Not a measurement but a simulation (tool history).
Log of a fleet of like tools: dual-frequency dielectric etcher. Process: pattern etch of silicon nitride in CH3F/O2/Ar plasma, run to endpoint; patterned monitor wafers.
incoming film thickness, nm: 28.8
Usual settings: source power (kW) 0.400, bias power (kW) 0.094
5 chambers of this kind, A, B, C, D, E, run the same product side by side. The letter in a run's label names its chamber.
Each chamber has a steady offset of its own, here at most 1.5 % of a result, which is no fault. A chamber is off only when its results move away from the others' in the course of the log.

| run | day | source power (kW) | bias power (kW) | endpoint time (s) |
|---|---|---|---|---|
| 1E | 0.504 | 0.400 | 0.094 | 38.028 |
| 2A | 1.050 | 0.400 | 0.094 | 38.083 |
| 3D | 1.450 | 0.400 | 0.094 | 37.731 |
| 4C | 1.838 | 0.400 | 0.094 | 37.110 |
| 5B | 2.208 | 0.400 | 0.094 | 38.044 |
|  | 2.421 | chamber A: wet clean of the chamber |
| 6D | 2.675 | 0.400 | 0.094 | 37.494 |
|  | 2.979 | chamber A: bias power generator calibrated |
| 7E | 3.262 | 0.400 | 0.094 | 37.391 |
| 8B | 3.700 | 0.400 | 0.094 | 37.583 |
| 9C | 3.988 | 0.400 | 0.094 | 37.384 |
| 10A | 4.538 | 0.400 | 0.094 | 37.900 |
| 11E | 4.888 | 0.400 | 0.094 | 37.414 |
| 12D | 5.271 | 0.400 | 0.094 | 37.850 |
| 13C | 5.804 | 0.400 | 0.094 | 37.806 |
|  | 5.925 | chamber D: wet clean of the chamber |
| 14B | 6.071 | 0.400 | 0.094 | 37.203 |
| 15A | 6.525 | 0.400 | 0.094 | 37.463 |
| 16E | 7.125 | 0.310 | 0.094 | 41.747 |
| 17D | 7.433 | 0.310 | 0.094 | 41.757 |
| 18B | 7.788 | 0.310 | 0.094 | 41.015 |
| 19C | 8.321 | 0.310 | 0.094 | 41.316 |
| 20A | 8.858 | 0.310 | 0.094 | 41.504 |
|  | 9.271 | chamber B: bias power generator calibrated |
| 21D | 9.283 | 0.400 | 0.094 | 37.625 |
| 22B | 9.596 | 0.400 | 0.094 | 37.752 |
| 23C | 10.129 | 0.340 | 0.112 | 37.527 |
| 24E | 10.517 | 0.340 | 0.112 | 37.552 |
| 25A | 10.933 | 0.340 | 0.112 | 38.409 |
| 26E | 11.308 | 0.340 | 0.112 | 37.797 |
| 27A | 11.725 | 0.340 | 0.112 | 37.693 |
|  | 11.958 | chamber C: wet clean of the chamber |
| 28D | 12.208 | 0.400 | 0.094 | 38.428 |
| 29C | 12.667 | 0.400 | 0.109 | 35.312 |
| 30B | 12.950 | 0.400 | 0.109 | 35.738 |
| 31C | 13.438 | 0.400 | 0.109 | 35.401 |

What goes on in this fleet: one chamber off, a drifting gauge, or nothing beyond the chambers' own small offsets? Name the chamber and the cause, if any.

No chamber stands off beyond its own small offset, and the gauge holds steady.

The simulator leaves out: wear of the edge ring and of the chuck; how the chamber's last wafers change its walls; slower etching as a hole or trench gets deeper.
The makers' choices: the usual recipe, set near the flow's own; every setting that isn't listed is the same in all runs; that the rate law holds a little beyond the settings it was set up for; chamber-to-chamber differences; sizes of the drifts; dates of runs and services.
